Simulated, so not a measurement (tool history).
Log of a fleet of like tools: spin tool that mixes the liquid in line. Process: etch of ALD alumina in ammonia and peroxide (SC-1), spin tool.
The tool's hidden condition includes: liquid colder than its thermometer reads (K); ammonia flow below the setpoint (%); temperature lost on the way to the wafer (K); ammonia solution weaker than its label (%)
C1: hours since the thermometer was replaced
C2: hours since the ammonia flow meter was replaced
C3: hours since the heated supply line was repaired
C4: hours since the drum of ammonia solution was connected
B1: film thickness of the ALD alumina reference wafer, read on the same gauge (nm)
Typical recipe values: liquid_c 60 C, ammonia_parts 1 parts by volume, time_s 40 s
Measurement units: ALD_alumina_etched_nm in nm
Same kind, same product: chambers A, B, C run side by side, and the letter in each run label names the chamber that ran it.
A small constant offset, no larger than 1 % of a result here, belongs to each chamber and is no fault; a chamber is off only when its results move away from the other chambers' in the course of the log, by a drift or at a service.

Run 1B, hour 4.8: usual settings; C1 185.9; C2 102.4; C3 1140.3; C4 199.2; B1 50.037. Result: ALD_alumina_etched_nm 4.4851 nm.
Run 2C, hour 10.3: usual settings; C1 1812.7; C2 369.5; C3 518.9; C4 206.9; B1 50.043. Result: ALD_alumina_etched_nm 4.3998 nm.
Run 3A, hour 13.5: usual settings; C1 115.6; C2 767.6; C3 1304.7; C4 733; B1 49.992. Result: ALD_alumina_etched_nm 4.5213 nm.
Run 4C, hour 18.2: usual settings; C1 1820.6; C2 377.4; C3 526.8; C4 214.8; B1 50.03. Result: ALD_alumina_etched_nm 4.4292 nm.
Run 5B, hour 24: usual settings; C1 205.1; C2 121.6; C3 1159.5; C4 218.4; B1 50.006. Result: ALD_alumina_etched_nm 4.4773 nm.
Run 6A, hour 27.6: usual settings; C1 129.7; C2 781.7; C3 1318.8; C4 747.1; B1 49.984. Result: ALD_alumina_etched_nm 4.4901 nm.
Run 7B, hour 33.5: usual settings; C1 214.6; C2 131.1; C3 1169; C4 227.9; B1 49.994. Result: ALD_alumina_etched_nm 4.4373 nm.
Run 8A, hour 37.5: usual settings; C1 139.6; C2 791.6; C3 1328.7; C4 757; B1 50.014. Result: ALD_alumina_etched_nm 4.5356 nm.
Run 9C, hour 42.1: usual settings; C1 1844.5; C2 401.3; C3 550.7; C4 238.7; B1 50.005. Result: ALD_alumina_etched_nm 4.4135 nm.
Run 10C, hour 45.5: usual settings; C1 1847.9; C2 404.7; C3 554.1; C4 242.1; B1 49.999. Result: ALD_alumina_etched_nm 4.4161 nm.
Run 11A, hour 48.4: usual settings; C1 150.5; C2 802.5; C3 1339.6; C4 767.9; B1 49.954. Result: ALD_alumina_etched_nm 4.5036 nm.
Run 12B, hour 52: usual settings; C1 233.1; C2 149.6; C3 1187.5; C4 246.4; B1 50.016. Result: ALD_alumina_etched_nm 4.505 nm.
Run 13A, hour 55: usual settings; C1 157.1; C2 809.1; C3 1346.2; C4 774.5; B1 50.001. Result: ALD_alumina_etched_nm 4.5255 nm.
Run 14C, hour 59.7: usual settings but ammonia_parts 0.7 parts by volume; C1 1862.1; C2 418.9; C3 568.3; C4 256.3; B1 49.991. Result: ALD_alumina_etched_nm 4.2888 nm.
Run 15B, hour 62.5: usual settings but ammonia_parts 0.7 parts by volume; C1 243.6; C2 160.1; C3 1198; C4 256.9; B1 50.007. Result: ALD_alumina_etched_nm 4.391 nm.
Run 16C, hour 68.1: usual settings but ammonia_parts 0.7 parts by volume; C1 1870.5; C2 427.3; C3 576.7; C4 264.7; B1 49.965. Result: ALD_alumina_etched_nm 4.2581 nm.
Run 17A, hour 73.9: usual settings; C1 176; C2 828; C3 1365.1; C4 793.4; B1 50.003. Result: ALD_alumina_etched_nm 4.4244 nm.
Run 18B, hour 78.8: usual settings; C1 259.9; C2 176.4; C3 1214.3; C4 273.2; B1 49.988. Result: ALD_alumina_etched_nm 4.4467 nm.
At hour 81.5: chamber A: new drum of ammonia solution connected.
Run 19B, hour 84.5: usual settings; C1 265.6; C2 182.1; C3 1220; C4 278.9; B1 49.987. Result: ALD_alumina_etched_nm 4.5282 nm.
Run 20A, hour 89.1: usual settings but ammonia_parts 0.65 parts by volume; C1 191.2; C2 843.2; C3 1380.3; C4 7.6; B1 49.974. Result: ALD_alumina_etched_nm 4.2746 nm.
Run 21C, hour 95.1: usual settings but ammonia_parts 0.65 parts by volume; C1 1897.5; C2 454.3; C3 603.7; C4 291.7; B1 50.009. Result: ALD_alumina_etched_nm 4.3272 nm.
Run 22B, hour 98.4: usual settings but ammonia_parts 0.65 parts by volume; C1 279.5; C2 196; C3 1233.9; C4 292.8; B1 50.003. Result: ALD_alumina_etched_nm 4.2749 nm.
Run 23C, hour 102.3: usual settings; C1 1904.7; C2 461.5; C3 610.9; C4 298.9; B1 50.018. Result: ALD_alumina_etched_nm 4.4362 nm.
Run 24A, hour 107.6: usual settings; C1 209.7; C2 861.7; C3 1398.8; C4 26.1; B1 49.998. Result: ALD_alumina_etched_nm 4.5655 nm.
Run 25B, hour 111.2: usual settings; C1 292.3; C2 208.8; C3 1246.7; C4 305.6; B1 49.993. Result: ALD_alumina_etched_nm 4.4939 nm.
Run 26A, hour 115.1: usual settings; C1 217.2; C2 869.2; C3 1406.3; C4 33.6; B1 49.979. Result: ALD_alumina_etched_nm 4.459 nm.
Run 27C, hour 119.9: usual settings; C1 1922.3; C2 479.1; C3 628.5; C4 316.5; B1 49.994. Result: ALD_alumina_etched_nm 4.4068 nm.
Run 28C, hour 125.3: usual settings; C1 1927.7; C2 484.5; C3 633.9; C4 321.9; B1 49.972. Result: ALD_alumina_etched_nm 4.3265 nm.
Run 29B, hour 129.2: usual settings; C1 310.3; C2 226.8; C3 1264.7; C4 323.6; B1 49.955. Result: ALD_alumina_etched_nm 4.5374 nm.
Run 30A, hour 133.7: usual settings; C1 235.8; C2 887.8; C3 1424.9; C4 52.2; B1 49.99. Result: ALD_alumina_etched_nm 4.4829 nm.
Run 31A, hour 139.8: usual settings; C1 241.9; C2 893.9; C3 1431; C4 58.3; B1 50.018. Result: ALD_alumina_etched_nm 4.5574 nm.

For the next run the whole fleet of 3 chambers uses the same settings. Give each chamber's results:
Run 32A, hour 144.2: usual settings but time_s 30 s. Result: ALD_alumina_etched_nm ?.
Run 32B, hour 144.2: usual settings but time_s 30 s. Result: ALD_alumina_etched_nm ?.
Run 32C, hour 144.2: usual settings but time_s 30 s. Result: ALD_alumina_etched_nm ?.

run  ALD_alumina_etched_nm
32A                  3.326
32B                 3.3519
32C                 3.3286
